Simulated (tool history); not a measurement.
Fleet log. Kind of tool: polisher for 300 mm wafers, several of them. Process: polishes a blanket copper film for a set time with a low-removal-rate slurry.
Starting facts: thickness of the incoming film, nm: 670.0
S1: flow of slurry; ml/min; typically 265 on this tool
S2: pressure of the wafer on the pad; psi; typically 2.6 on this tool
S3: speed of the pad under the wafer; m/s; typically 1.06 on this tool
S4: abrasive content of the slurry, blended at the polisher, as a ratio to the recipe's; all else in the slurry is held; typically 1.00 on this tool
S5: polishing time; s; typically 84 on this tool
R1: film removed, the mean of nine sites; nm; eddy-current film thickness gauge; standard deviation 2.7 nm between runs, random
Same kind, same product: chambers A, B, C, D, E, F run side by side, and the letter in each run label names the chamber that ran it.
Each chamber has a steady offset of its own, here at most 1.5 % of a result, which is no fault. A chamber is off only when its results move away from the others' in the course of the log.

run	hour	S1	S2	S3	S4	S5	R1
1A	8.0	265	2.6	1.06	1.00	84	260.84
2C	16.5	265	2.6	1.06	1.00	84	268.45
3B	23.7	265	2.6	1.06	1.00	84	261.07
# hour 24.7: chamber B: slurry nozzle cleaned
4D	33.3	265	2.6	1.06	1.00	84	261.88
# hour 34.8: chamber E: worn pad replaced by a new one
# hour 38.5: chamber B: head pressure recalibrated
# hour 41.8: chamber B: worn pad replaced by a new one
5F	42.7	265	2.6	1.06	1.00	84	257.07
6E	51.6	265	2.6	1.06	1.00	84	254.64
# hour 53.0: chamber F: slurry blender recalibrated
7E	57.3	265	2.6	1.06	1.00	84	265.05
# hour 57.4: chamber A: head pressure recalibrated
8C	67.2	265	2.6	1.06	0.75	84	250.01
9F	71.9	265	2.6	1.06	0.75	84	248.57
# hour 76.2: chamber C: worn pad replaced by a new one
# hour 76.5: chamber A: worn pad replaced by a new one
10B	81.6	265	2.6	1.06	0.75	84	246.56
11A	87.2	265	2.6	1.06	0.75	84	252.08
# hour 88.3: chamber A: slurry blender recalibrated
# hour 90.4: chamber F: worn pad replaced by a new one
12D	96.2	265	2.6	1.06	0.75	84	246.33
# hour 99.4: chamber D: slurry blender recalibrated
13E	106.4	265	2.6	1.06	0.75	84	249.46
14F	116.7	265	2.6	1.06	1.00	84	259.42
# hour 121.4: chamber D: slurry nozzle cleaned
15C	124.9	265	2.6	1.06	1.00	84	270.56
16B	131.3	265	2.6	1.06	1.00	84	267.64
17A	137.4	265	2.6	1.06	1.00	84	266.33
18D	144.2	265	2.6	1.06	1.00	84	261.73
19C	151.6	265	2.6	1.06	1.00	84	267.69
20D	162.0	265	2.6	1.06	1.00	84	261.55
# hour 166.5: chamber D: head pressure recalibrated
# hour 167.3: chamber D: worn pad replaced by a new one
21B	168.3	265	2.6	1.06	1.00	84	262.45
22F	178.9	265	2.6	1.06	1.00	84	258.93
# hour 185.4: chamber E: slurry nozzle cleaned
23E	187.8	265	2.6	1.06	1.00	84	255.79
24A	198.1	265	2.6	1.06	1.20	84	275.15
# hour 208.3: chamber B: slurry blender recalibrated
25A	208.8	265	2.6	1.06	1.20	84	280.14
26D	217.1	265	2.6	1.06	1.20	84	272.45
27B	226.0	265	2.6	1.06	1.20	84	275.82
28E	233.2	265	2.6	1.06	1.20	84	269.93
29F	242.7	265	2.6	1.06	1.20	84	269.55
# hour 251.0: chamber F: slurry blender recalibrated
30C	253.4	265	2.6	1.06	1.00	84	277.32
# hour 260.9: chamber B: worn pad replaced by a new one
31D	262.2	265	2.6	1.06	1.00	84	260.79
32E	271.3	265	2.6	1.06	1.00	84	258.99
# hour 271.5: chamber A: worn pad replaced by a new one
# hour 273.8: chamber C: slurry nozzle cleaned
33B	276.7	265	2.6	1.06	1.00	84	264.25
# hour 277.5: chamber C: slurry blender recalibrated
34F	284.1	265	2.6	1.06	1.00	84	260.63
# hour 284.2: chamber E: worn pad replaced by a new one
35A	294.1	265	2.6	1.06	1.00	84	267.74
36C	303.7	265	2.6	1.06	1.00	84	283.29
37B	309.9	265	2.6	1.06	1.00	84	262.47
38E	317.6	265	2.6	1.06	1.00	84	256.19
39D	323.3	265	2.6	1.06	1.00	84	256.99

Predict what each chamber gives when all 6 of them run the settings below next.
40A	331.0	265	2.6	1.06	1.00	84	?
40B	331.0	265	2.6	1.06	1.00	84	?
40C	331.0	265	2.6	1.06	1.00	84	?
40D	331.0	265	2.6	1.06	1.00	84	?
40E	331.0	265	2.6	1.06	1.00	84	?
40F	331.0	265	2.6	1.06	1.00	84	?

run	R1
40A	266.96
40B	264.87
40C	284.22
40D	261.57
40E	263.21
40F	258.17
